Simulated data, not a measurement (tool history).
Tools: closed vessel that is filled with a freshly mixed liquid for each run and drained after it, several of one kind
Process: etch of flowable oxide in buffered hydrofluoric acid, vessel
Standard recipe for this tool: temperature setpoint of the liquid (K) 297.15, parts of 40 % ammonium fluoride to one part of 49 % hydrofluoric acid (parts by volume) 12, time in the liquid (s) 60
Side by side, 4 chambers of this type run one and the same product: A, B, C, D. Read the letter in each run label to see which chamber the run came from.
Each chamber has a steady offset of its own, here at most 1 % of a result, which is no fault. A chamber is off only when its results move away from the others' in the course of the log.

| run | day | temperature setpoint of the liquid (K) | parts of 40 % ammonium fluoride to one part of 49 % hydrofluoric acid (parts by volume) | time in the liquid (s) | read-back film thickness of the flowable oxide reference wafer, read on the same gauge (nm) | thickness taken off the flowable oxide on a monitor wafer (angstrom) |
|---|---|---|---|---|---|---|
| 1D | 0.358 | 297.15 | 12 | 60 | 120.01 | 1875.7 |
| 2B | 0.546 | 297.15 | 12 | 60 | 120.01 | 1862.4 |
| 3C | 0.712 | 297.15 | 12 | 60 | 120 | 1872.5 |
| 4A | 0.917 | 297.15 | 12 | 60 | 120 | 1846.9 |
| 5B | 1.225 | 297.15 | 12 | 60 | 120 | 1889.3 |
| 6A | 1.4 | 300.65 | 12 | 60 | 120.01 | 2254.1 |
| 7D | 1.692 | 300.65 | 12 | 60 | 120.01 | 2237.7 |
| 8C | 1.938 | 300.65 | 12 | 60 | 120.01 | 2269.6 |
| 9D | 2.104 | 300.65 | 12 | 60 | 119.99 | 2249.7 |
| 10B | 2.367 | 297.15 | 12 | 60 | 120 | 1872.3 |
| 11A | 2.6 | 297.15 | 12 | 60 | 119.99 | 1876.4 |
| 12C | 2.771 | 297.15 | 12 | 60 | 119.99 | 1888.8 |
| 13A | 2.988 | 297.15 | 12 | 60 | 120.01 | 1882.9 |
| 14D | 3.3 | 297.15 | 12 | 60 | 120 | 1860.6 |
| 15C | 3.662 | 297.15 | 12 | 60 | 120 | 1889.2 |
| 16B | 3.933 | 297.15 | 12 | 60 | 120.01 | 1890.1 |
| 17B | 4.175 | 297.15 | 12 | 60 | 120.01 | 1860.7 |
| 18C | 4.512 | 297.15 | 12 | 60 | 119.99 | 1867.8 |
| 19A | 4.767 | 297.15 | 12 | 60 | 120 | 1881.1 |
|  | 4.833 | chamber D: hydrofluoric acid flow meter replaced |
| 20D | 4.954 | 297.15 | 12 | 60 | 120 | 1860.5 |
| 21D | 5.329 | 297.15 | 12 | 60 | 120 | 1862.4 |
| 22C | 5.579 | 297.15 | 12 | 60 | 120.01 | 1860 |
| 23A | 5.933 | 297.15 | 12 | 60 | 120 | 1833.5 |
| 24B | 6.288 | 297.15 | 9 | 60 | 119.99 | 2390.9 |
| 25A | 6.475 | 297.15 | 9 | 60 | 119.99 | 2344.5 |
| 26B | 6.754 | 297.15 | 9 | 60 | 120 | 2396.4 |
| 27D | 7.112 | 297.15 | 9 | 60 | 120.01 | 2365.7 |
| 28C | 7.458 | 297.15 | 12 | 60 | 120.01 | 1877 |
| 29A | 7.775 | 297.15 | 12 | 60 | 119.99 | 1802 |
| 30D | 8.062 | 297.15 | 12 | 60 | 119.98 | 1839 |
| 31B | 8.312 | 301.65 | 12 | 40 | 120 | 1596.5 |
| 32C | 8.533 | 301.65 | 12 | 40 | 120 | 1587.5 |
| 33A | 8.754 | 301.65 | 12 | 40 | 120.01 | 1506.4 |
| 34C | 9.021 | 301.65 | 12 | 40 | 120.02 | 1621.9 |
| 35D | 9.242 | 298.65 | 12 | 75 | 119.99 | 2524.6 |
| 36B | 9.458 | 298.65 | 12 | 75 | 119.99 | 2551 |
| 37B | 9.833 | 298.65 | 12 | 75 | 120.02 | 2528.6 |
| 38D | 10.058 | 298.65 | 12 | 75 | 120 | 2535.8 |
| 39A | 10.246 | 295.65 | 12 | 30 | 120.02 | 813.39 |
| 40C | 10.492 | 295.65 | 12 | 30 | 120 | 863.21 |
| 41B | 10.704 | 295.65 | 12 | 30 | 120.02 | 865.09 |
| 42D | 10.988 | 295.65 | 12 | 30 | 119.99 | 858.94 |
| 43A | 11.254 | 297.15 | 12 | 60 | 120 | 1724.5 |
| 44C | 11.458 | 297.15 | 12 | 60 | 120 | 1863.2 |

Each of the 4 chambers runs these same settings next. Fill in every chamber's results:
| 45A | 11.729 | 297.15 | 12 | 60 |  | ? |
| 45B | 11.729 | 297.15 | 12 | 60 |  | ? |
| 45C | 11.729 | 297.15 | 12 | 60 |  | ? |
| 45D | 11.729 | 297.15 | 12 | 60 |  | ? |

| run | thickness taken off the flowable oxide on a monitor wafer (angstrom) |
|---|---|
| 45A | 1721.9 |
| 45B | 1861.3 |
| 45C | 1891.6 |
| 45D | 1870.2 |

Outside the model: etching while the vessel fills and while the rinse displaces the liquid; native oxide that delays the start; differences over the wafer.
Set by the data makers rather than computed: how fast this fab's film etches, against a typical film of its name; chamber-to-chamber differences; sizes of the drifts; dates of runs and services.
